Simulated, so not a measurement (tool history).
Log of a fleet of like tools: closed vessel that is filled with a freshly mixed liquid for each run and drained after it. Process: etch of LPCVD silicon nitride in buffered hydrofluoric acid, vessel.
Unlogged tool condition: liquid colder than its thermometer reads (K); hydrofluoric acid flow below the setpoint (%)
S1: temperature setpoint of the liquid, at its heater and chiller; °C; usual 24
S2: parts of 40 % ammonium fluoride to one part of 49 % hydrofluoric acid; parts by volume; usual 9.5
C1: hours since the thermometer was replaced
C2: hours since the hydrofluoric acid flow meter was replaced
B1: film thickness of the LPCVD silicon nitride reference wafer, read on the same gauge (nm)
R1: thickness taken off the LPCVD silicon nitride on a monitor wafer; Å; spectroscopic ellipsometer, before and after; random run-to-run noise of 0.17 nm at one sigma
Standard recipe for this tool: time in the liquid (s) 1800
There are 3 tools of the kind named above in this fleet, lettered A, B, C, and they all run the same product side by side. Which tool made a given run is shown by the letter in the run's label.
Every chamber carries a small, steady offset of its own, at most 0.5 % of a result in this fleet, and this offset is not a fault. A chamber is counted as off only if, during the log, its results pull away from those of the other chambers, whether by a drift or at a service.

{"run": "1B", "hour": 3.8, "S1": 24, "S2": 9.5, "time in the liquid (s)": 1800, "C1": 82.4, "C2": 1495.3, "B1": 49.985, "R1": 234.55}
{"run": "2C", "hour": 9.5, "S1": 24, "S2": 9.5, "time in the liquid (s)": 1800, "C1": 2359.1, "C2": 408.7, "B1": 49.964, "R1": 234.25}
{"run": "3A", "hour": 15.0, "S1": 24, "S2": 9.5, "time in the liquid (s)": 1800, "C1": 2117.7, "C2": 227.3, "B1": 50.055, "R1": 233.83}
{"run": "4C", "hour": 23.4, "S1": 24, "S2": 9.5, "time in the liquid (s)": 1800, "C1": 2373.0, "C2": 422.6, "B1": 50.005, "R1": 236.53}
{"run": "5A", "hour": 31.2, "S1": 24, "S2": 9.5, "time in the liquid (s)": 1800, "C1": 2133.9, "C2": 243.5, "B1": 49.988, "R1": 235.75}
{"run": "6B", "hour": 37.9, "S1": 20, "S2": 9.5, "time in the liquid (s)": 1800, "C1": 116.5, "C2": 1529.4, "B1": 49.989, "R1": 188.97}
{"run": "7C", "hour": 46.6, "S1": 20, "S2": 9.5, "time in the liquid (s)": 1800, "C1": 2396.2, "C2": 445.8, "B1": 49.981, "R1": 188.93}
{"run": "8B", "hour": 53.7, "S1": 20, "S2": 9.5, "time in the liquid (s)": 1800, "C1": 132.3, "C2": 1545.2, "B1": 49.99, "R1": 188.23}
{"run": "9A", "hour": 60.6, "S1": 24, "S2": 9.5, "time in the liquid (s)": 1800, "C1": 2163.3, "C2": 272.9, "B1": 49.964, "R1": 234.24}
{"run": "10C", "hour": 67.2, "S1": 24, "S2": 9.5, "time in the liquid (s)": 1800, "C1": 2416.8, "C2": 466.4, "B1": 49.995, "R1": 234.18}
{"run": "11A", "hour": 73.3, "S1": 24, "S2": 9.5, "time in the liquid (s)": 1800, "C1": 2176.0, "C2": 285.6, "B1": 49.999, "R1": 232.83}
{"run": "12B", "hour": 79.0, "S1": 24, "S2": 9.5, "time in the liquid (s)": 1800, "C1": 157.6, "C2": 1570.5, "B1": 50.037, "R1": 234.57}
{"run": "13C", "hour": 87.5, "S1": 24, "S2": 9.5, "time in the liquid (s)": 1800, "C1": 2437.1, "C2": 486.7, "B1": 50.024, "R1": 233.29}
{"hour": 91.7, "done": "chamber C: thermometer replaced"}
{"run": "14A", "hour": 95.4, "S1": 24, "S2": 9.5, "time in the liquid (s)": 1800, "C1": 2198.1, "C2": 307.7, "B1": 49.995, "R1": 230.17}
{"run": "15B", "hour": 102.3, "S1": 24, "S2": 9.5, "time in the liquid (s)": 1800, "C1": 180.9, "C2": 1593.8, "B1": 50.031, "R1": 235.0}
{"run": "16B", "hour": 108.6, "S1": 24, "S2": 9.5, "time in the liquid (s)": 1800, "C1": 187.2, "C2": 1600.1, "B1": 49.973, "R1": 235.56}
{"run": "17C", "hour": 115.2, "S1": 24, "S2": 9.5, "time in the liquid (s)": 1800, "C1": 23.6, "C2": 514.4, "B1": 50.04, "R1": 235.2}
{"run": "18A", "hour": 120.0, "S1": 24, "S2": 9.5, "time in the liquid (s)": 1800, "C1": 2222.7, "C2": 332.3, "B1": 49.992, "R1": 228.47}
{"run": "19C", "hour": 124.7, "S1": 24, "S2": 9.5, "time in the liquid (s)": 1800, "C1": 33.1, "C2": 523.9, "B1": 50.012, "R1": 234.01}
{"run": "20B", "hour": 130.4, "S1": 24, "S2": 9.5, "time in the liquid (s)": 1800, "C1": 209.0, "C2": 1621.9, "B1": 49.949, "R1": 234.05}
{"run": "21A", "hour": 138.1, "S1": 28, "S2": 6.0, "time in the liquid (s)": 1800, "C1": 2240.8, "C2": 350.4, "B1": 49.955, "R1": 427.81}
{"run": "22A", "hour": 145.9, "S1": 28, "S2": 6.0, "time in the liquid (s)": 1800, "C1": 2248.6, "C2": 358.2, "B1": 50.044, "R1": 425.85}
{"run": "23B", "hour": 149.8, "S1": 28, "S2": 6.0, "time in the liquid (s)": 1800, "C1": 228.4, "C2": 1641.3, "B1": 50.022, "R1": 448.05}
{"run": "24C", "hour": 156.1, "S1": 24, "S2": 9.5, "time in the liquid (s)": 1800, "C1": 64.5, "C2": 555.3, "B1": 49.981, "R1": 235.93}
{"hour": 158.3, "done": "chamber C: hydrofluoric acid flow meter replaced"}
{"run": "25C", "hour": 162.6, "S1": 24, "S2": 9.5, "time in the liquid (s)": 2705, "C1": 71.0, "C2": 4.3, "B1": 49.948, "R1": 355.61}
{"run": "26B", "hour": 169.2, "S1": 24, "S2": 9.5, "time in the liquid (s)": 2705, "C1": 247.8, "C2": 1660.7, "B1": 49.961, "R1": 352.42}
{"run": "27A", "hour": 175.9, "S1": 24, "S2": 9.5, "time in the liquid (s)": 2705, "C1": 2278.6, "C2": 388.2, "B1": 49.998, "R1": 331.74}
{"run": "28C", "hour": 183.0, "S1": 24, "S2": 9.5, "time in the liquid (s)": 1800, "C1": 91.4, "C2": 24.7, "B1": 50.0, "R1": 235.21}
{"run": "29A", "hour": 191.2, "S1": 24, "S2": 11.5, "time in the liquid (s)": 1800, "C1": 2293.9, "C2": 403.5, "B1": 49.961, "R1": 181.77}
{"hour": 196.3, "done": "chamber A: thermometer replaced"}
{"run": "30B", "hour": 199.4, "S1": 24, "S2": 11.5, "time in the liquid (s)": 1800, "C1": 278.0, "C2": 1690.9, "B1": 49.957, "R1": 199.53}
{"run": "31A", "hour": 204.1, "S1": 24, "S2": 11.5, "time in the liquid (s)": 1800, "C1": 7.9, "C2": 416.4, "B1": 50.013, "R1": 181.38}
{"run": "32C", "hour": 209.9, "S1": 24, "S2": 9.5, "time in the liquid (s)": 1800, "C1": 118.3, "C2": 51.6, "B1": 49.979, "R1": 233.8}
{"run": "33B", "hour": 218.1, "S1": 24, "S2": 9.5, "time in the liquid (s)": 1800, "C1": 296.7, "C2": 1709.6, "B1": 49.976, "R1": 233.96}
{"run": "34A", "hour": 223.1, "S1": 24, "S2": 9.5, "time in the liquid (s)": 1800, "C1": 26.9, "C2": 435.4, "B1": 50.005, "R1": 216.84}

Next, every chamber runs the same settings. What will each give?
{"run": "35A", "hour": 229.3, "S1": 24, "S2": 9.5, "time in the liquid (s)": 1800, "R1": "?"}
{"run": "35B", "hour": 229.3, "S1": 24, "S2": 9.5, "time in the liquid (s)": 1800, "R1": "?"}
{"run": "35C", "hour": 229.3, "S1": 24, "S2": 9.5, "time in the liquid (s)": 1800, "R1": "?"}

run=35A R1=212.25
run=35B R1=231.53
run=35C R1=231.38
